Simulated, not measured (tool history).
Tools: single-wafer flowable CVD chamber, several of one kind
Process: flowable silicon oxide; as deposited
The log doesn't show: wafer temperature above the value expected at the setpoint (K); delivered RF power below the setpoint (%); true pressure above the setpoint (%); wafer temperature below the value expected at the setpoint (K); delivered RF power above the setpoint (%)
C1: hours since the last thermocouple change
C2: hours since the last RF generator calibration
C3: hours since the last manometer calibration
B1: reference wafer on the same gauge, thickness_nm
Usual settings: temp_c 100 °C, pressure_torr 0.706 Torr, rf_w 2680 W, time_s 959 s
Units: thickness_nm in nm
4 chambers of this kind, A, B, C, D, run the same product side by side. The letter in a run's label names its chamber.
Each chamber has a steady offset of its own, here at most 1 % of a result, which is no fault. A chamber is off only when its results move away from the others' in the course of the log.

-- hour=2.3 chamber C: thermocouple changed; heater temperature recalibrated
run 1D hour=8.1 | temp_c=100 pressure_torr=0.706 rf_w=2680 time_s=959 | C1=1912.0 C2=83.5 C3=722.7 | B1=443.11 | thickness_nm=514.58
run 2A hour=16.9 | temp_c=100 pressure_torr=0.706 rf_w=2680 time_s=959 | C1=840.7 C2=727.6 C3=256.6 | B1=443.15 | thickness_nm=514.88
run 3C hour=24.1 | temp_c=100 pressure_torr=0.706 rf_w=2680 time_s=959 | C1=21.9 C2=272.1 C3=769.8 | B1=443.01 | thickness_nm=519.85
run 4B hour=30.5 | temp_c=100 pressure_torr=0.706 rf_w=2680 time_s=959 | C1=1385.2 C2=1300.0 C3=2200.7 | B1=443.28 | thickness_nm=517.71
run 5C hour=43.0 | temp_c=100 pressure_torr=0.706 rf_w=2680 time_s=959 | C1=40.8 C2=291.0 C3=788.7 | B1=443.16 | thickness_nm=518.57
run 6A hour=57.2 | temp_c=100 pressure_torr=0.540 rf_w=2680 time_s=771 | C1=881.0 C2=767.9 C3=296.9 | B1=443.52 | thickness_nm=286.29
run 7B hour=64.8 | temp_c=100 pressure_torr=0.540 rf_w=2680 time_s=771 | C1=1419.5 C2=1334.3 C3=2235.0 | B1=443.64 | thickness_nm=286.18
run 8D hour=72.2 | temp_c=100 pressure_torr=0.540 rf_w=2680 time_s=771 | C1=1976.1 C2=147.6 C3=786.8 | B1=443.32 | thickness_nm=285.09
run 9B hour=86.2 | temp_c=100 pressure_torr=0.540 rf_w=2680 time_s=771 | C1=1440.9 C2=1355.7 C3=2256.4 | B1=443.78 | thickness_nm=286.60
run 10D hour=97.1 | temp_c=100 pressure_torr=0.706 rf_w=2680 time_s=959 | C1=2001.0 C2=172.5 C3=811.7 | B1=443.69 | thickness_nm=516.03
run 11A hour=105.6 | temp_c=100 pressure_torr=0.706 rf_w=2680 time_s=959 | C1=929.4 C2=816.3 C3=345.3 | B1=443.77 | thickness_nm=517.30
run 12C hour=115.7 | temp_c=100 pressure_torr=0.706 rf_w=2680 time_s=959 | C1=113.5 C2=363.7 C3=861.4 | B1=443.70 | thickness_nm=520.12
run 13D hour=122.2 | temp_c=100 pressure_torr=0.706 rf_w=2680 time_s=959 | C1=2026.1 C2=197.6 C3=836.8 | B1=443.98 | thickness_nm=516.06
run 14A hour=133.5 | temp_c=100 pressure_torr=0.706 rf_w=2680 time_s=959 | C1=957.3 C2=844.2 C3=373.2 | B1=444.01 | thickness_nm=516.25
run 15C hour=141.7 | temp_c=100 pressure_torr=0.706 rf_w=2680 time_s=959 | C1=139.5 C2=389.7 C3=887.4 | B1=444.16 | thickness_nm=520.35
run 16B hour=150.7 | temp_c=100 pressure_torr=0.706 rf_w=2680 time_s=959 | C1=1505.4 C2=1420.2 C3=2320.9 | B1=444.06 | thickness_nm=518.42
run 17D hour=163.0 | temp_c=100 pressure_torr=0.630 rf_w=2680 time_s=959 | C1=2066.9 C2=238.4 C3=877.6 | B1=444.27 | thickness_nm=441.00
run 18B hour=170.9 | temp_c=100 pressure_torr=0.630 rf_w=2680 time_s=959 | C1=1525.6 C2=1440.4 C3=2341.1 | B1=444.29 | thickness_nm=443.74
run 19C hour=182.3 | temp_c=100 pressure_torr=0.630 rf_w=2680 time_s=959 | C1=180.1 C2=430.3 C3=928.0 | B1=444.23 | thickness_nm=444.92
run 20A hour=188.7 | temp_c=100 pressure_torr=0.630 rf_w=2680 time_s=959 | C1=1012.5 C2=899.4 C3=428.4 | B1=444.33 | thickness_nm=443.08
run 21B hour=198.0 | temp_c=100 pressure_torr=0.706 rf_w=2680 time_s=959 | C1=1552.7 C2=1467.5 C3=2368.2 | B1=444.51 | thickness_nm=519.23
run 22C hour=205.1 | temp_c=100 pressure_torr=0.706 rf_w=2680 time_s=959 | C1=202.9 C2=453.1 C3=950.8 | B1=444.40 | thickness_nm=521.39
run 23A hour=214.8 | temp_c=100 pressure_torr=0.706 rf_w=2680 time_s=959 | C1=1038.6 C2=925.5 C3=454.5 | B1=444.68 | thickness_nm=519.56
run 24D hour=223.3 | temp_c=100 pressure_torr=0.706 rf_w=2680 time_s=959 | C1=2127.2 C2=298.7 C3=937.9 | B1=444.74 | thickness_nm=516.36
run 25C hour=235.7 | temp_c=114 pressure_torr=0.584 rf_w=2680 time_s=959 | C1=233.5 C2=483.7 C3=981.4 | B1=444.59 | thickness_nm=252.77
run 26A hour=246.3 | temp_c=114 pressure_torr=0.584 rf_w=2680 time_s=959 | C1=1070.1 C2=957.0 C3=486.0 | B1=444.88 | thickness_nm=253.04
run 27D hour=253.3 | temp_c=114 pressure_torr=0.584 rf_w=2680 time_s=959 | C1=2157.2 C2=328.7 C3=967.9 | B1=444.98 | thickness_nm=250.02
run 28B hour=266.6 | temp_c=114 pressure_torr=0.584 rf_w=2680 time_s=959 | C1=1621.3 C2=1536.1 C3=2436.8 | B1=444.85 | thickness_nm=253.32
run 29D hour=277.8 | temp_c=100 pressure_torr=0.706 rf_w=2680 time_s=959 | C1=2181.7 C2=353.2 C3=992.4 | B1=445.24 | thickness_nm=517.84
run 30B hour=291.2 | temp_c=100 pressure_torr=0.706 rf_w=2680 time_s=959 | C1=1645.9 C2=1560.7 C3=2461.4 | B1=445.02 | thickness_nm=520.70
-- hour=300.1 chamber C: capacitance manometer re-zeroed and calibrated
run 31C hour=305.2 | temp_c=100 pressure_torr=0.706 rf_w=2680 time_s=959 | C1=303.0 C2=553.2 C3=5.1 | B1=445.20 | thickness_nm=522.40
run 32A hour=314.0 | temp_c=100 pressure_torr=0.706 rf_w=2680 time_s=959 | C1=1137.8 C2=1024.7 C3=553.7 | B1=445.11 | thickness_nm=518.82
run 33C hour=324.0 | temp_c=100 pressure_torr=0.706 rf_w=2680 time_s=959 | C1=321.8 C2=572.0 C3=23.9 | B1=445.41 | thickness_nm=521.66
run 34D hour=330.8 | temp_c=100 pressure_torr=0.706 rf_w=2680 time_s=959 | C1=2234.7 C2=406.2 C3=1045.4 | B1=445.45 | thickness_nm=516.84
run 35A hour=337.5 | temp_c=100 pressure_torr=0.706 rf_w=2680 time_s=959 | C1=1161.3 C2=1048.2 C3=577.2 | B1=445.45 | thickness_nm=517.52
run 36B hour=348.2 | temp_c=110 pressure_torr=0.706 rf_w=2680 time_s=959 | C1=1702.9 C2=1617.7 C3=2518.4 | B1=445.60 | thickness_nm=374.43
run 37D hour=354.6 | temp_c=110 pressure_torr=0.706 rf_w=2680 time_s=959 | C1=2258.5 C2=430.0 C3=1069.2 | B1=445.84 | thickness_nm=369.05
run 38B hour=366.7 | temp_c=110 pressure_torr=0.706 rf_w=2680 time_s=959 | C1=1721.4 C2=1636.2 C3=2536.9 | B1=445.74 | thickness_nm=375.37
run 39A hour=376.9 | temp_c=110 pressure_torr=0.706 rf_w=2680 time_s=959 | C1=1200.7 C2=1087.6 C3=616.6 | B1=445.78 | thickness_nm=373.60
run 40C hour=384.9 | temp_c=100 pressure_torr=0.706 rf_w=2680 time_s=959 | C1=382.7 C2=632.9 C3=84.8 | B1=445.82 | thickness_nm=522.55
run 41C hour=392.8 | temp_c=100 pressure_torr=0.706 rf_w=2680 time_s=959 | C1=390.6 C2=640.8 C3=92.7 | B1=446.12 | thickness_nm=523.04
run 42A hour=404.6 | temp_c=100 pressure_torr=0.706 rf_w=2680 time_s=959 | C1=1228.4 C2=1115.3 C3=644.3 | B1=445.93 | thickness_nm=519.21

Is one chamber off against the others, does the gauge drift, or is nothing wrong? If a chamber is off, say which, and what the likeliest cause is.

The gauge drifts, so all chambers seem to drift together. No chamber is off.
Cause: gauge reads high (%) = 0.692.
